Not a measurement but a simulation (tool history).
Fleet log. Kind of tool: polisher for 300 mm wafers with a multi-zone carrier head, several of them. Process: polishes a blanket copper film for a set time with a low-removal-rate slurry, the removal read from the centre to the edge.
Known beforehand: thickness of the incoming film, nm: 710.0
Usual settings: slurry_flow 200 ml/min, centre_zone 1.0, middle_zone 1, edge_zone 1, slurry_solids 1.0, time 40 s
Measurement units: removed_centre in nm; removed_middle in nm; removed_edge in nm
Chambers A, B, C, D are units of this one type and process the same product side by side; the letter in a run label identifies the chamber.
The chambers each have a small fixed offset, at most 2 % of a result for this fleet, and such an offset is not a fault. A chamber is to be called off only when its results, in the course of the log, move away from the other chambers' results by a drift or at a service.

-- hour=2.0 chamber A: worn pad replaced by a new one
run 1C hour=4.7 | slurry_flow=200 centre_zone=1.0 middle_zone=1 edge_zone=1 slurry_solids=1.0 time=40 | removed_centre=112.91 removed_middle=110.76 removed_edge=112.25
run 2D hour=8.6 | slurry_flow=200 centre_zone=1.0 middle_zone=1 edge_zone=1 slurry_solids=1.0 time=40 | removed_centre=113.42 removed_middle=112.61 removed_edge=114.83
run 3A hour=12.2 | slurry_flow=200 centre_zone=1.0 middle_zone=1 edge_zone=1 slurry_solids=1.0 time=40 | removed_centre=113.83 removed_middle=112.47 removed_edge=114.09
run 4B hour=14.4 | slurry_flow=200 centre_zone=1.0 middle_zone=1 edge_zone=1 slurry_solids=1.0 time=40 | removed_centre=111.06 removed_middle=112.52 removed_edge=113.19
run 5B hour=18.1 | slurry_flow=200 centre_zone=1.0 middle_zone=1 edge_zone=1 slurry_solids=1.0 time=40 | removed_centre=110.43 removed_middle=111.79 removed_edge=112.79
run 6A hour=21.6 | slurry_flow=200 centre_zone=1.0 middle_zone=1 edge_zone=1 slurry_solids=1.0 time=40 | removed_centre=111.34 removed_middle=113.12 removed_edge=112.11
run 7D hour=25.3 | slurry_flow=200 centre_zone=0.9 middle_zone=1 edge_zone=1 slurry_solids=1.0 time=50 | removed_centre=125.81 removed_middle=142.77 removed_edge=142.91
run 8C hour=29.5 | slurry_flow=200 centre_zone=0.9 middle_zone=1 edge_zone=1 slurry_solids=1.0 time=50 | removed_centre=125.11 removed_middle=138.99 removed_edge=140.48
-- hour=33.1 chamber C: worn pad replaced by a new one
run 9A hour=33.8 | slurry_flow=200 centre_zone=0.9 middle_zone=1 edge_zone=1 slurry_solids=1.0 time=50 | removed_centre=125.09 removed_middle=139.41 removed_edge=142.14
run 10C hour=36.3 | slurry_flow=200 centre_zone=0.9 middle_zone=1 edge_zone=1 slurry_solids=1.0 time=50 | removed_centre=126.69 removed_middle=139.93 removed_edge=138.75
run 11B hour=38.9 | slurry_flow=200 centre_zone=1.0 middle_zone=1 edge_zone=1 slurry_solids=1.0 time=40 | removed_centre=112.58 removed_middle=113.48 removed_edge=115.66
-- hour=39.5 chamber B: worn pad replaced by a new one
run 12D hour=43.3 | slurry_flow=200 centre_zone=1.0 middle_zone=1 edge_zone=1 slurry_solids=1.0 time=40 | removed_centre=113.55 removed_middle=113.28 removed_edge=114.61
run 13C hour=47.0 | slurry_flow=200 centre_zone=1.0 middle_zone=1 edge_zone=1 slurry_solids=1.0 time=40 | removed_centre=111.46 removed_middle=111.71 removed_edge=112.66
run 14B hour=49.7 | slurry_flow=200 centre_zone=1.0 middle_zone=1 edge_zone=1 slurry_solids=1.0 time=40 | removed_centre=112.24 removed_middle=113.31 removed_edge=114.91
run 15D hour=52.6 | slurry_flow=200 centre_zone=1.0 middle_zone=1 edge_zone=1 slurry_solids=1.0 time=40 | removed_centre=114.99 removed_middle=113.84 removed_edge=114.27
run 16A hour=56.4 | slurry_flow=200 centre_zone=1.0 middle_zone=1 edge_zone=1 slurry_solids=1.0 time=40 | removed_centre=112.18 removed_middle=112.64 removed_edge=114.33
run 17A hour=60.5 | slurry_flow=200 centre_zone=1.0 middle_zone=1 edge_zone=1 slurry_solids=1.0 time=40 | removed_centre=112.34 removed_middle=111.26 removed_edge=114.24
run 18B hour=62.8 | slurry_flow=200 centre_zone=1.0 middle_zone=1 edge_zone=1 slurry_solids=1.0 time=40 | removed_centre=112.18 removed_middle=113.01 removed_edge=113.13
-- hour=63.8 chamber D: slurry nozzle cleaned
run 19D hour=66.8 | slurry_flow=200 centre_zone=1.0 middle_zone=1 edge_zone=1 slurry_solids=1.0 time=40 | removed_centre=113.85 removed_middle=115.36 removed_edge=112.90
run 20C hour=69.0 | slurry_flow=200 centre_zone=1.0 middle_zone=1 edge_zone=1 slurry_solids=1.0 time=40 | removed_centre=113.17 removed_middle=112.86 removed_edge=112.47
run 21C hour=73.7 | slurry_flow=200 centre_zone=1.0 middle_zone=1 edge_zone=1 slurry_solids=1.0 time=40 | removed_centre=112.95 removed_middle=112.33 removed_edge=113.50
run 22A hour=77.9 | slurry_flow=200 centre_zone=1.0 middle_zone=1 edge_zone=1 slurry_solids=1.0 time=40 | removed_centre=111.83 removed_middle=111.47 removed_edge=113.34
-- hour=78.7 chamber D: worn pad replaced by a new one
run 23D hour=80.8 | slurry_flow=200 centre_zone=1.0 middle_zone=1 edge_zone=1 slurry_solids=1.0 time=40 | removed_centre=114.84 removed_middle=113.30 removed_edge=113.86
run 24B hour=85.4 | slurry_flow=200 centre_zone=1.0 middle_zone=1 edge_zone=1 slurry_solids=1.0 time=40 | removed_centre=111.97 removed_middle=112.00 removed_edge=114.42
run 25D hour=88.6 | slurry_flow=200 centre_zone=1.0 middle_zone=1 edge_zone=1 slurry_solids=1.0 time=40 | removed_centre=113.22 removed_middle=113.14 removed_edge=113.06
run 26C hour=91.8 | slurry_flow=200 centre_zone=1.0 middle_zone=1 edge_zone=1 slurry_solids=1.0 time=40 | removed_centre=113.01 removed_middle=111.85 removed_edge=111.91
-- hour=93.1 chamber A: worn pad replaced by a new one
run 27B hour=94.7 | slurry_flow=200 centre_zone=1.0 middle_zone=1 edge_zone=1 slurry_solids=1.0 time=40 | removed_centre=111.83 removed_middle=112.47 removed_edge=113.55
run 28A hour=97.7 | slurry_flow=200 centre_zone=1.0 middle_zone=1 edge_zone=1 slurry_solids=1.0 time=40 | removed_centre=112.76 removed_middle=111.77 removed_edge=114.49
run 29D hour=101.2 | slurry_flow=200 centre_zone=1.0 middle_zone=1 edge_zone=1 slurry_solids=1.0 time=40 | removed_centre=114.80 removed_middle=112.58 removed_edge=114.33
run 30B hour=103.8 | slurry_flow=200 centre_zone=1.0 middle_zone=1 edge_zone=1 slurry_solids=1.0 time=40 | removed_centre=112.74 removed_middle=113.14 removed_edge=114.13
run 31A hour=106.9 | slurry_flow=200 centre_zone=1.0 middle_zone=1 edge_zone=1 slurry_solids=1.0 time=40 | removed_centre=112.69 removed_middle=112.69 removed_edge=112.52
run 32C hour=109.2 | slurry_flow=200 centre_zone=1.0 middle_zone=1 edge_zone=1 slurry_solids=1.0 time=40 | removed_centre=112.34 removed_middle=111.87 removed_edge=112.56
run 33C hour=111.3 | slurry_flow=200 centre_zone=1.0 middle_zone=1 edge_zone=1 slurry_solids=1.0 time=40 | removed_centre=113.62 removed_middle=112.56 removed_edge=111.38
-- hour=115.1 chamber B: worn pad replaced by a new one
run 34B hour=116.0 | slurry_flow=200 centre_zone=1.0 middle_zone=1 edge_zone=1 slurry_solids=1.0 time=40 | removed_centre=111.07 removed_middle=113.05 removed_edge=114.17
run 35A hour=120.6 | slurry_flow=170 centre_zone=1.0 middle_zone=1 edge_zone=1 slurry_solids=1.1 time=40 | removed_centre=110.42 removed_middle=111.48 removed_edge=113.99
run 36D hour=124.8 | slurry_flow=170 centre_zone=1.0 middle_zone=1 edge_zone=1 slurry_solids=1.1 time=40 | removed_centre=113.41 removed_middle=113.25 removed_edge=113.96
run 37D hour=128.5 | slurry_flow=170 centre_zone=1.0 middle_zone=1 edge_zone=1 slurry_solids=1.1 time=40 | removed_centre=113.36 removed_middle=111.84 removed_edge=114.88
run 38B hour=130.8 | slurry_flow=170 centre_zone=1.0 middle_zone=1 edge_zone=1 slurry_solids=1.1 time=40 | removed_centre=110.00 removed_middle=113.29 removed_edge=113.52

One chamber off, gauge drift, or nothing amiss beyond the chambers' own small offsets? If it is a chamber, which one, and what is the likeliest cause?

No chamber is off and the gauge is stable; the differences are just each chamber's small, constant offset.

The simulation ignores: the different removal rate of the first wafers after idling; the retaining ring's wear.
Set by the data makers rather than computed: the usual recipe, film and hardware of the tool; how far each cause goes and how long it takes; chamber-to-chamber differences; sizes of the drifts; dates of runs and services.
